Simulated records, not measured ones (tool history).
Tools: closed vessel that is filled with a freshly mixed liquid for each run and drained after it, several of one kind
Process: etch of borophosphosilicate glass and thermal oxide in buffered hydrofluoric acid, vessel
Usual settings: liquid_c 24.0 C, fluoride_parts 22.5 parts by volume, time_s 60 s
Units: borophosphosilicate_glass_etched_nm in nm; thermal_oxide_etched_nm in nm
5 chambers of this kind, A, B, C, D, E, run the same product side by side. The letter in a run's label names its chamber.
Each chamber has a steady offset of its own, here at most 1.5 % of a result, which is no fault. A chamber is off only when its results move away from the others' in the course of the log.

| run | day | liquid_c | fluoride_parts | time_s | read-back film thickness of the borophosphosilicate glass reference wafer, read on the same gauge (nm) | read-back film thickness of the thermal oxide reference wafer, read on the same gauge (nm) | borophosphosilicate_glass_etched_nm | thermal_oxide_etched_nm |
|---|---|---|---|---|---|---|---|---|
| 1B | 0.258 | 24.0 | 22.5 | 60 | 120.01 | 79.973 | 34.903 | 32.237 |
| 2A | 0.475 | 24.0 | 22.5 | 60 | 120.00 | 80.032 | 34.504 | 31.165 |
| 3C | 0.762 | 24.0 | 22.5 | 60 | 119.97 | 80.002 | 34.471 | 32.446 |
| 4D | 0.983 | 24.0 | 22.5 | 60 | 119.99 | 79.996 | 35.168 | 31.690 |
| 5E | 1.183 | 24.0 | 22.5 | 60 | 119.99 | 79.984 | 34.851 | 31.453 |
| 6D | 1.438 | 24.0 | 22.5 | 60 | 120.00 | 80.022 | 35.339 | 31.980 |
| 7C | 1.646 | 24.0 | 22.5 | 60 | 120.00 | 79.999 | 34.647 | 32.168 |
| 8E | 1.788 | 29.0 | 22.5 | 30 | 120.03 | 79.999 | 22.627 | 21.022 |
| 9A | 2.083 | 29.0 | 22.5 | 30 | 119.99 | 79.981 | 23.204 | 20.702 |
| 10B | 2.267 | 29.0 | 22.5 | 30 | 120.00 | 80.001 | 22.985 | 21.074 |
| 11B | 2.450 | 29.0 | 22.5 | 30 | 120.01 | 79.965 | 23.125 | 21.355 |
| 12A | 2.708 | 29.0 | 22.5 | 30 | 120.05 | 80.011 | 22.817 | 20.622 |
| 13E | 2.883 | 20.0 | 22.5 | 60 | 120.01 | 79.986 | 28.216 | 25.530 |
| 14C | 3.112 | 20.0 | 22.5 | 60 | 119.99 | 79.978 | 28.253 | 25.770 |
| 15D | 3.383 | 20.0 | 22.5 | 60 | 120.02 | 79.994 | 28.506 | 25.675 |
| 16B | 3.525 | 20.0 | 22.5 | 60 | 120.00 | 80.025 | 27.988 | 25.827 |
| 17A | 3.683 | 20.0 | 22.5 | 60 | 119.98 | 79.989 | 28.724 | 25.419 |
| 18D | 3.967 | 24.0 | 22.5 | 60 | 119.99 | 79.998 | 35.305 | 31.994 |
| 19E | 4.233 | 24.0 | 22.5 | 60 | 119.99 | 80.011 | 34.781 | 31.714 |
| 20C | 4.429 | 24.0 | 22.5 | 60 | 120.00 | 79.979 | 34.522 | 32.125 |
| 21A | 4.567 | 24.0 | 22.5 | 60 | 119.98 | 79.963 | 34.696 | 31.572 |
| 22D | 4.854 | 24.0 | 22.5 | 60 | 120.01 | 80.000 | 34.826 | 32.481 |
| 23C | 5.058 | 26.0 | 22.5 | 60 | 120.05 | 79.993 | 38.706 | 35.893 |
| 24E | 5.258 | 26.0 | 22.5 | 60 | 120.02 | 80.015 | 38.741 | 35.675 |
| 25B | 5.417 | 26.0 | 22.5 | 60 | 120.03 | 79.977 | 38.995 | 35.945 |
| 26D | 5.708 | 26.0 | 22.5 | 60 | 120.00 | 80.008 | 38.557 | 35.567 |
| 27C | 6.000 | 26.0 | 22.5 | 60 | 120.00 | 79.991 | 38.726 | 35.859 |
| 28A | 6.200 | 24.0 | 22.5 | 60 | 120.01 | 80.003 | 34.781 | 31.497 |
| 29E | 6.367 | 24.0 | 22.5 | 60 | 120.03 | 80.000 | 35.290 | 32.123 |
| 30B | 6.550 | 24.0 | 22.5 | 60 | 120.00 | 79.992 | 34.825 | 32.129 |
| 31B | 6.775 | 24.0 | 22.5 | 60 | 120.00 | 80.010 | 35.257 | 32.376 |
| 32A | 7.042 | 24.0 | 22.5 | 60 | 120.00 | 79.957 | 35.544 | 32.356 |
| 33D | 7.196 | 22.5 | 19.0 | 60 | 119.98 | 80.006 | 37.138 | 33.786 |
| 34E | 7.346 | 22.5 | 19.0 | 60 | 120.03 | 79.992 | 36.827 | 33.550 |
| 35C | 7.654 | 22.5 | 19.0 | 60 | 120.00 | 80.018 | 36.255 | 33.809 |
| 36A | 7.938 | 22.5 | 19.0 | 60 | 120.02 | 80.032 | 36.876 | 33.024 |
| 37D | 8.104 | 22.5 | 19.0 | 60 | 120.02 | 80.023 | 36.612 | 33.933 |
| 38B | 8.342 | 24.0 | 22.5 | 60 | 120.05 | 79.999 | 34.611 | 32.034 |
| 39C | 8.492 | 24.0 | 22.5 | 60 | 119.99 | 80.002 | 34.354 | 32.659 |

What goes on in this fleet: one chamber off, a drifting gauge, or nothing beyond the chambers' own small offsets? Name the chamber and the cause, if any.

No chamber stands off beyond its own small offset, and the gauge holds steady.
